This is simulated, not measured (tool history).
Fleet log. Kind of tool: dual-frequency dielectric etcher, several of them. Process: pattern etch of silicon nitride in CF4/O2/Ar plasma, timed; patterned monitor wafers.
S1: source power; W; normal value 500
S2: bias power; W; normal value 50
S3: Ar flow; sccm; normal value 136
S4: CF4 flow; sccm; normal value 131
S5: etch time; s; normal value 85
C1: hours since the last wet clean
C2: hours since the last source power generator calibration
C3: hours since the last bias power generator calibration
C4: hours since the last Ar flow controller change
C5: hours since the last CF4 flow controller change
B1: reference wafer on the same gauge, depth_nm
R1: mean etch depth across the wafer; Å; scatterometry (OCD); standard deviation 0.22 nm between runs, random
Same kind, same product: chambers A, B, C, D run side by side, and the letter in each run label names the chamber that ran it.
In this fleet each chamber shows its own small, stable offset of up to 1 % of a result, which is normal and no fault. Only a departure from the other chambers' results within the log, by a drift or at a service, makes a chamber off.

{"hour": 3.1, "done": "chamber A: bias power generator calibrated"}
{"run": "1A", "hour": 5.5, "S1": 500, "S2": 50, "S3": 136, "S4": 131, "S5": 85, "C1": 414.2, "C2": 1240.3, "C3": 2.5, "C4": 1596.2, "C5": 967.7, "B1": 128.98, "R1": 1605.6}
{"run": "2B", "hour": 14.4, "S1": 500, "S2": 50, "S3": 136, "S4": 131, "S5": 85, "C1": 484, "C2": 3299.1, "C3": 1638.4, "C4": 2219.7, "C5": 1158.4, "B1": 128.91, "R1": 1624.2}
{"run": "3C", "hour": 19.3, "S1": 500, "S2": 50, "S3": 136, "S4": 131, "S5": 85, "C1": 456, "C2": 1588.5, "C3": 1805.6, "C4": 381.4, "C5": 1519.8, "B1": 128.92, "R1": 1608.4}
{"hour": 26.8, "done": "chamber B: Ar flow controller replaced"}
{"hour": 26.8, "done": "chamber C: wet clean of the chamber"}
{"run": "4D", "hour": 27.8, "S1": 500, "S2": 50, "S3": 136, "S4": 131, "S5": 85, "C1": 73.2, "C2": 3151.9, "C3": 1351.1, "C4": 3786.4, "C5": 689, "B1": 128.87, "R1": 1615.3}
{"run": "5B", "hour": 36.5, "S1": 500, "S2": 50, "S3": 136, "S4": 131, "S5": 85, "C1": 506.1, "C2": 3321.2, "C3": 1660.5, "C4": 9.8, "C5": 1180.5, "B1": 128.85, "R1": 1618.2}
{"run": "6D", "hour": 41.1, "S1": 500, "S2": 50, "S3": 136, "S4": 131, "S5": 85, "C1": 86.5, "C2": 3165.2, "C3": 1364.4, "C4": 3799.7, "C5": 702.3, "B1": 128.85, "R1": 1609.8}
{"run": "7A", "hour": 45.7, "S1": 500, "S2": 50, "S3": 136, "S4": 131, "S5": 85, "C1": 454.4, "C2": 1280.5, "C3": 42.7, "C4": 1636.4, "C5": 1007.9, "B1": 128.82, "R1": 1609.7}
{"run": "8C", "hour": 52.9, "S1": 500, "S2": 50, "S3": 136, "S4": 131, "S5": 85, "C1": 26.1, "C2": 1622.1, "C3": 1839.2, "C4": 415, "C5": 1553.4, "B1": 128.82, "R1": 1608.6}
{"hour": 61.5, "done": "chamber A: wet clean of the chamber"}
{"run": "9A", "hour": 62.7, "S1": 500, "S2": 50, "S3": 136, "S4": 131, "S5": 85, "C1": 1.3, "C2": 1297.5, "C3": 59.7, "C4": 1653.4, "C5": 1024.9, "B1": 128.75, "R1": 1608.6}
{"run": "10C", "hour": 71.8, "S1": 500, "S2": 50, "S3": 136, "S4": 131, "S5": 85, "C1": 45, "C2": 1641, "C3": 1858.1, "C4": 433.9, "C5": 1572.3, "B1": 128.72, "R1": 1608.6}
{"hour": 77.9, "done": "chamber B: wet clean of the chamber"}
{"run": "11D", "hour": 80.4, "S1": 500, "S2": 50, "S3": 136, "S4": 131, "S5": 85, "C1": 125.8, "C2": 3204.5, "C3": 1403.7, "C4": 3839, "C5": 741.6, "B1": 128.67, "R1": 1605.9}
{"run": "12B", "hour": 85.7, "S1": 500, "S2": 50, "S3": 136, "S4": 131, "S5": 85, "C1": 7.9, "C2": 3370.4, "C3": 1709.7, "C4": 59, "C5": 1229.7, "B1": 128.72, "R1": 1617.1}
{"run": "13D", "hour": 94.8, "S1": 500, "S2": 50, "S3": 136, "S4": 131, "S5": 85, "C1": 140.2, "C2": 3218.9, "C3": 1418.1, "C4": 3853.4, "C5": 756, "B1": 128.6, "R1": 1604.4}
{"run": "14C", "hour": 104.0, "S1": 500, "S2": 50, "S3": 136, "S4": 131, "S5": 85, "C1": 77.2, "C2": 1673.2, "C3": 1890.3, "C4": 466.1, "C5": 1604.5, "B1": 128.59, "R1": 1608.5}
{"run": "15A", "hour": 109.0, "S1": 500, "S2": 50, "S3": 136, "S4": 131, "S5": 85, "C1": 47.6, "C2": 1343.8, "C3": 106, "C4": 1699.7, "C5": 1071.2, "B1": 128.57, "R1": 1609.6}
{"run": "16B", "hour": 116.4, "S1": 500, "S2": 50, "S3": 136, "S4": 131, "S5": 85, "C1": 38.6, "C2": 3401.1, "C3": 1740.4, "C4": 89.7, "C5": 1260.4, "B1": 128.54, "R1": 1618.7}
{"run": "17A", "hour": 121.8, "S1": 500, "S2": 50, "S3": 136, "S4": 131, "S5": 105.5, "C1": 60.4, "C2": 1356.6, "C3": 118.8, "C4": 1712.5, "C5": 1084, "B1": 128.54, "R1": 1990.9}
{"run": "18C", "hour": 131.3, "S1": 500, "S2": 50, "S3": 136, "S4": 131, "S5": 105.5, "C1": 104.5, "C2": 1700.5, "C3": 1917.6, "C4": 493.4, "C5": 1631.8, "B1": 128.45, "R1": 1990.4}
{"run": "19D", "hour": 139.2, "S1": 500, "S2": 50, "S3": 136, "S4": 131, "S5": 105.5, "C1": 184.6, "C2": 3263.3, "C3": 1462.5, "C4": 3897.8, "C5": 800.4, "B1": 128.44, "R1": 1992.1}
{"run": "20B", "hour": 146.0, "S1": 500, "S2": 50, "S3": 136, "S4": 131, "S5": 105.5, "C1": 68.2, "C2": 3430.7, "C3": 1770, "C4": 119.3, "C5": 1290, "B1": 128.43, "R1": 2003.8}
{"run": "21C", "hour": 151.0, "S1": 500, "S2": 50, "S3": 136, "S4": 131, "S5": 85, "C1": 124.2, "C2": 1720.2, "C3": 1937.3, "C4": 513.1, "C5": 1651.5, "B1": 128.39, "R1": 1602.9}
{"run": "22D", "hour": 157.4, "S1": 500, "S2": 50, "S3": 136, "S4": 131, "S5": 85, "C1": 202.8, "C2": 3281.5, "C3": 1480.7, "C4": 3916, "C5": 818.6, "B1": 128.33, "R1": 1606.7}
{"run": "23B", "hour": 165.2, "S1": 500, "S2": 50, "S3": 136, "S4": 131, "S5": 85, "C1": 87.4, "C2": 3449.9, "C3": 1789.2, "C4": 138.5, "C5": 1309.2, "B1": 128.33, "R1": 1616.8}
{"run": "24A", "hour": 172.5, "S1": 500, "S2": 50, "S3": 136, "S4": 131, "S5": 85, "C1": 111.1, "C2": 1407.3, "C3": 169.5, "C4": 1763.2, "C5": 1134.7, "B1": 128.34, "R1": 1602.1}

All chambers now run identical settings, listed one chamber a line with results as question marks. What results will each chamber show?
{"run": "25A", "hour": 179.5, "S1": 590, "S2": 50, "S3": 136, "S4": 131, "S5": 85, "R1": "?"}
{"run": "25B", "hour": 179.5, "S1": 590, "S2": 50, "S3": 136, "S4": 131, "S5": 85, "R1": "?"}
{"run": "25C", "hour": 179.5, "S1": 590, "S2": 50, "S3": 136, "S4": 131, "S5": 85, "R1": "?"}
{"run": "25D", "hour": 179.5, "S1": 590, "S2": 50, "S3": 136, "S4": 131, "S5": 85, "R1": "?"}

run=25A R1=1850.7
run=25B R1=1864
run=25C R1=1859.3
run=25D R1=1852.1

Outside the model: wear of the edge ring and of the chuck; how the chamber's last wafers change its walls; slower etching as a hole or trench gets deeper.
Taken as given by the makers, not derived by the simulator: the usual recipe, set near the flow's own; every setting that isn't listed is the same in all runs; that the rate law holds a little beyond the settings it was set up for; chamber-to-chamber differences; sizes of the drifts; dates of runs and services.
